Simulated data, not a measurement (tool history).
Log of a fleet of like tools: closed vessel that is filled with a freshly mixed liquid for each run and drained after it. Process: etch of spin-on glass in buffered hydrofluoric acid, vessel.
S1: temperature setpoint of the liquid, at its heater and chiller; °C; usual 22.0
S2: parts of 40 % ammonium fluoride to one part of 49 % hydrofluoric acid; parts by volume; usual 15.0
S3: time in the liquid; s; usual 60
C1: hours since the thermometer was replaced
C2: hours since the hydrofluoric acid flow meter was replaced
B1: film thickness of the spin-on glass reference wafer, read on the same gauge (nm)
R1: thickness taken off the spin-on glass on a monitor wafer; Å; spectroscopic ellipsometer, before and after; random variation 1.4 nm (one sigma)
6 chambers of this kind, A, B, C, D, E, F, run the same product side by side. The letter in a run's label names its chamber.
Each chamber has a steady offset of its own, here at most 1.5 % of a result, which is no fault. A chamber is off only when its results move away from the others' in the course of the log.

run   hour    S1    S2  S3      C1      C2      B1      R1
 1F    4.2  22.0  15.0  60   381.5    16.7  150.00  1957.6
 2C    7.9  22.0  15.0  60   333.2  1155.8  150.01  1961.5
 3E   13.6  22.0  15.0  60   417.9   616.6  150.00  2012.2
 4D   20.0  22.0  15.0  60  1159.4   886.7  150.00  1969.8
 5B   26.7  22.0  15.0  60   995.7  1051.1  150.00  1987.7
 6A   31.4  22.0  15.0  45   715.5   498.8  150.02  1496.8
 7A   37.4  22.0  15.0  45   721.5   504.8  150.00  1492.3
 8F   44.0  22.0  15.0  45   421.3    56.5  150.01  1465.1
 9E   50.1  22.0  15.0  45   454.4   653.1  149.99  1477.8
10C   55.3  22.0  15.0  45   380.6  1203.2  150.00  1474.8
11B   59.1  22.0  15.0  45  1028.1  1083.5  150.00  1488.1
      64.5  -- chamber C: hydrofluoric acid flow meter replaced
12D   64.9  22.0  15.0  60  1204.3   931.6  149.99  1956.8
13D   70.7  22.0  15.0  60  1210.1   937.4  150.00  1980.2
14E   76.5  22.0  15.0  60   480.8   679.5  149.99  1978.4
15A   83.1  22.0  15.0  60   767.2   550.5  149.98  1955.7
16B   86.8  22.0  15.0  60  1055.8  1111.2  149.99  1976.6
17F   94.2  22.0  15.0  60   471.5   106.7  150.00  1953.6
18C   98.7  26.5  15.0  30   424.0    34.3  150.01  1250.1
19C  103.9  26.5  15.0  30   429.2    39.5  150.01  1252.9
20D  109.5  26.5  15.0  30  1248.9   976.2  150.01  1259.7
21B  113.4  26.5  15.0  30  1082.4  1137.8  150.01  1261.4
22F  120.6  26.5  15.0  30   497.9   133.1  150.00  1252.1
23A  125.9  26.5  15.0  30   810.0   593.3  150.00  1267.1
24E  130.5  22.0  15.0  60   534.8   733.5  150.00  1999.5
25A  136.5  22.0  15.0  60   820.6   603.9  149.99  1977.7
26C  143.3  24.0  19.5  60   468.6    78.9  149.97  1675.6
27D  149.1  24.0  19.5  60  1288.5  1015.8  150.00  1724.6
28F  153.0  24.0  19.5  60   530.3   165.5  150.00  1695.9
29E  160.5  24.0  19.5  60   564.8   763.5  149.98  1719.5
30B  166.9  24.0  19.5  60  1135.9  1191.3  149.98  1708.9
31D  173.1  24.0  19.5  60  1312.5  1039.8  150.00  1720.8
32C  178.8  22.0  11.0  60   504.1   114.4  150.00  2672.1
33F  186.3  22.0  11.0  60   563.6   198.8  150.00  2690.4
34A  191.6  22.0  11.0  60   875.7   659.0  150.01  2673.2
35B  197.6  22.0  11.0  60  1166.6  1222.0  150.00  2671.4
36E  204.0  22.0  11.0  60   608.3   807.0  150.01  2687.1
37A  210.0  22.0  11.0  60   894.1   677.4  150.00  2655.1
38D  213.8  22.0  15.0  60  1353.2  1080.5  150.00  2005.2
39E  218.2  22.0  15.0  60   622.5   821.2  150.00  2002.2
40C  225.2  22.0  15.0  60   550.5   160.8  150.03  1968.3
41B  231.5  22.0  15.0  60  1200.5  1255.9  150.02  1950.2
42F  235.6  22.0  15.0  60   612.9   248.1  150.01  1959.3

What goes on in this fleet: one chamber off, a drifting gauge, or nothing beyond the chambers' own small offsets? Name the chamber and the cause, if any.

No chamber stands off beyond its own small offset, and the gauge holds steady.

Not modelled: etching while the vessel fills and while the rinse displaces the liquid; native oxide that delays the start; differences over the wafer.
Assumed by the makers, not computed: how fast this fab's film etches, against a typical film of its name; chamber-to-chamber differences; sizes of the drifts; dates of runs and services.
